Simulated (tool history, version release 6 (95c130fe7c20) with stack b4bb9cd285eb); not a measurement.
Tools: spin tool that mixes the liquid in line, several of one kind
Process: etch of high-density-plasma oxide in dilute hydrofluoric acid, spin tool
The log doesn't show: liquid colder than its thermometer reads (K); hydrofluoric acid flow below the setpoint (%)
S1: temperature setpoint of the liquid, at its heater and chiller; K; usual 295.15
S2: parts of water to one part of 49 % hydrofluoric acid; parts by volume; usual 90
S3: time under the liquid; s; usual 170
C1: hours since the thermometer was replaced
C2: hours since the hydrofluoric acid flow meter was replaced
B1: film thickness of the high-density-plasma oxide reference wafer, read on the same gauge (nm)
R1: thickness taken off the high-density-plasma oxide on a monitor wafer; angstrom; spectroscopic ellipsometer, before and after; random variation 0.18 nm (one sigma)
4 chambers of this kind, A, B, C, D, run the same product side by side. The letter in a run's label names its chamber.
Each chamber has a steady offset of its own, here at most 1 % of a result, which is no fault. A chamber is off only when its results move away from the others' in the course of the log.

run	hour	S1	S2	S3	C1	C2	B1	R1
1A	9.9	295.15	90	170	1257.2	130.0	109.99	199.52
2D	22.1	295.15	90	170	1591.4	397.9	110.05	197.07
3B	36.5	295.15	90	170	595.7	819.5	110.00	195.81
4C	45.1	295.15	90	170	896.0	290.8	110.01	199.08
5A	54.8	295.15	90	170	1302.1	174.9	109.95	196.98
6B	64.0	295.15	125	225	623.2	847.0	110.01	180.29
7D	71.4	295.15	125	225	1640.7	447.2	110.00	182.64
8C	84.9	295.15	125	225	935.8	330.6	109.98	183.33
9C	93.6	295.15	125	225	944.5	339.3	110.03	182.99
10B	101.1	295.15	90	170	660.3	884.1	109.98	199.27
11D	116.0	295.15	90	170	1685.3	491.8	110.01	196.14
12A	129.3	295.15	90	170	1376.6	249.4	109.99	198.65
13A	137.8	295.15	90	170	1385.1	257.9	109.99	197.99
14C	147.2	295.15	90	170	998.1	392.9	110.00	195.87
# hour 152.0: chamber A: thermometer replaced
15D	161.3	295.15	90	170	1730.6	537.1	110.01	195.42
16B	174.0	295.15	90	170	733.2	957.0	109.95	195.60
17B	187.4	295.15	90	170	746.6	970.4	110.00	197.06
18A	198.2	295.15	90	170	46.3	318.3	109.99	199.39
19D	209.9	299.65	50	170	1779.2	585.7	110.02	450.74
20C	218.2	299.65	50	170	1069.1	463.9	109.96	429.28
21D	228.5	299.65	50	170	1797.8	604.3	109.98	444.45
22B	236.9	299.65	50	170	796.1	1019.9	110.02	443.64
23C	243.9	295.15	90	170	1094.8	489.6	110.02	188.74
24A	253.2	295.15	90	170	101.3	373.3	110.04	199.02
25D	266.0	295.15	90	170	1835.3	641.8	110.01	197.38
26A	274.6	295.15	90	170	122.7	394.7	109.94	199.71
27B	281.8	295.15	90	170	841.0	1064.8	109.99	195.94
28C	291.5	295.15	90	170	1142.4	537.2	110.01	187.51
29A	304.8	295.15	90	170	152.9	424.9	110.00	202.10
30D	317.2	295.15	90	170	1886.5	693.0	110.02	194.86
31B	330.3	295.15	90	170	889.5	1113.3	110.00	195.84
32C	344.1	295.15	90	170	1195.0	589.8	110.02	181.80
33C	350.9	295.15	120	170	1201.8	596.6	110.04	130.75
34A	361.3	295.15	120	170	209.4	481.4	110.00	144.47

Next, every chamber runs the same settings. What will each give?
35A	372.6	295.15	90	170				?
35B	372.6	295.15	90	170				?
35C	372.6	295.15	90	170				?
35D	372.6	295.15	90	170				?

run	R1
35A	198.99
35B	198.11
35C	180.39
35D	195.96

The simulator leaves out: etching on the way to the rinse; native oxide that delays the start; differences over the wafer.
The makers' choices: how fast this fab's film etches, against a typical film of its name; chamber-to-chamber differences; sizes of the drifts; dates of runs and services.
